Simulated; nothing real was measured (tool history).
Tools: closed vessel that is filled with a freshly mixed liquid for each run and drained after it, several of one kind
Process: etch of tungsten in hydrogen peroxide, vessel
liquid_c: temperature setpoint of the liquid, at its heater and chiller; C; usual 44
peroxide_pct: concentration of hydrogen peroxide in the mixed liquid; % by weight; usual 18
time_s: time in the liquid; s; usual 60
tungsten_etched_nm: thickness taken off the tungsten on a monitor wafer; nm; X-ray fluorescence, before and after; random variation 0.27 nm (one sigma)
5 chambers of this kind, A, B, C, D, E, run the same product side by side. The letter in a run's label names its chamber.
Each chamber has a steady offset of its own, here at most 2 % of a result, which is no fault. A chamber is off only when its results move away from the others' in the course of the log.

| run | hour | liquid_c | peroxide_pct | time_s | read-back film thickness of the tungsten reference wafer, read on the same gauge (nm) | tungsten_etched_nm |
|---|---|---|---|---|---|---|
| 1A | 4 | 44 | 18 | 60 | 69.988 | 32.75 |
| 2D | 8.6 | 44 | 18 | 60 | 70.002 | 32.865 |
| 3B | 13.6 | 44 | 18 | 60 | 70.019 | 33.203 |
| 4C | 19.6 | 44 | 18 | 60 | 70.01 | 33.111 |
| 5E | 25.2 | 44 | 15 | 60 | 69.997 | 30.573 |
| 6C | 29.4 | 44 | 15 | 60 | 69.98 | 30.419 |
| 7D | 33.6 | 44 | 15 | 60 | 69.965 | 29.814 |
| 8A | 38.4 | 44 | 15 | 60 | 70 | 29.656 |
| 9B | 43.2 | 44 | 15 | 60 | 69.997 | 30.114 |
| 10E | 50.3 | 44 | 18 | 30 | 69.965 | 16.982 |
| 11A | 57.5 | 44 | 18 | 30 | 69.978 | 16.297 |
|  | 60.7 | chamber A: new drum of peroxide connected |
| 12C | 61.5 | 44 | 18 | 30 | 69.998 | 16.62 |
| 13E | 67.1 | 44 | 18 | 30 | 69.94 | 16.923 |
| 14B | 71.7 | 44 | 18 | 30 | 69.981 | 16.701 |
| 15D | 79.5 | 44 | 18 | 60 | 70.022 | 32.419 |
| 16A | 83.9 | 44 | 18 | 60 | 69.989 | 33.321 |
| 17E | 89.2 | 38.5 | 18 | 90 | 69.981 | 36.203 |
| 18C | 92.7 | 38.5 | 18 | 90 | 70.02 | 35.088 |
|  | 94.8 | chamber C: thermometer replaced |
| 19B | 100.7 | 38.5 | 18 | 90 | 69.984 | 35.338 |
| 20D | 104.2 | 38.5 | 18 | 90 | 69.949 | 34.199 |
| 21D | 109.3 | 38.5 | 18 | 90 | 69.994 | 34.541 |
| 22A | 114.6 | 44 | 18 | 60 | 70.002 | 33.462 |
|  | 118.2 | chamber E: new drum of peroxide connected |
| 23B | 120.1 | 44 | 18 | 60 | 69.985 | 33.488 |
| 24C | 127.4 | 44 | 18 | 60 | 69.955 | 33.586 |
| 25E | 133.8 | 44 | 18 | 30 | 69.995 | 17.576 |
|  | 137.5 | chamber B: peroxide flow meter replaced |
| 26E | 137.6 | 44 | 18 | 30 | 70.04 | 17.292 |
| 27B | 144.3 | 44 | 18 | 30 | 70.006 | 16.744 |
| 28D | 152 | 44 | 18 | 30 | 70.034 | 16.316 |
| 29C | 158.6 | 44 | 18 | 30 | 70.002 | 16.605 |
| 30A | 163.9 | 44 | 18 | 60 | 69.983 | 33.346 |
| 31E | 167.5 | 44 | 18 | 60 | 70.026 | 34.5 |
| 32A | 175.2 | 51.5 | 15.5 | 60 | 69.99 | 49.19 |
| 33D | 179.1 | 51.5 | 15.5 | 60 | 69.991 | 49.078 |
| 34C | 185.6 | 51.5 | 15.5 | 60 | 70.024 | 49.927 |
| 35B | 192.9 | 51.5 | 15.5 | 60 | 70.019 | 49.073 |
| 36D | 200.7 | 51.5 | 15.5 | 60 | 70.03 | 48.553 |

What goes on in this fleet: one chamber off, a drifting gauge, or nothing beyond the chambers' own small offsets? Name the chamber and the cause, if any.

Chamber E drifts away from the others.
Cause: liquid hotter than its thermometer reads (K) = 0.913.
The log may not tell that from: peroxide flow above the setpoint (%).

Here are 4 candidates for chamber E's next run, each the usual settings with a change, their results left as question marks. Which one brings its results back in line with what the others give on the usual settings?
In line means no further than this from the other chambers' mean on the usual settings: tungsten_etched_nm 0.94 nm
| 37E-1 | 206.4 | 44 | 18 | 65 |  | ? |
| 37E-2 | 206.4 | 44 | 17.5 | 60 |  | ? |
| 37E-3 | 206.4 | 43 | 18 | 60 |  | ? |
| 37E-4 | 206.4 | 44 | 18.5 | 60 |  | ? |

The other chambers' mean on the usual settings: tungsten_etched_nm 33.143 nm
| run | tungsten_etched_nm |
|---|---|
| 37E-1 | 38.686 |
| 37E-2 | 35.202 |
| 37E-3 | 33.52 |
| 37E-4 | 36.21 |
37E-3 brings the chamber back in line.
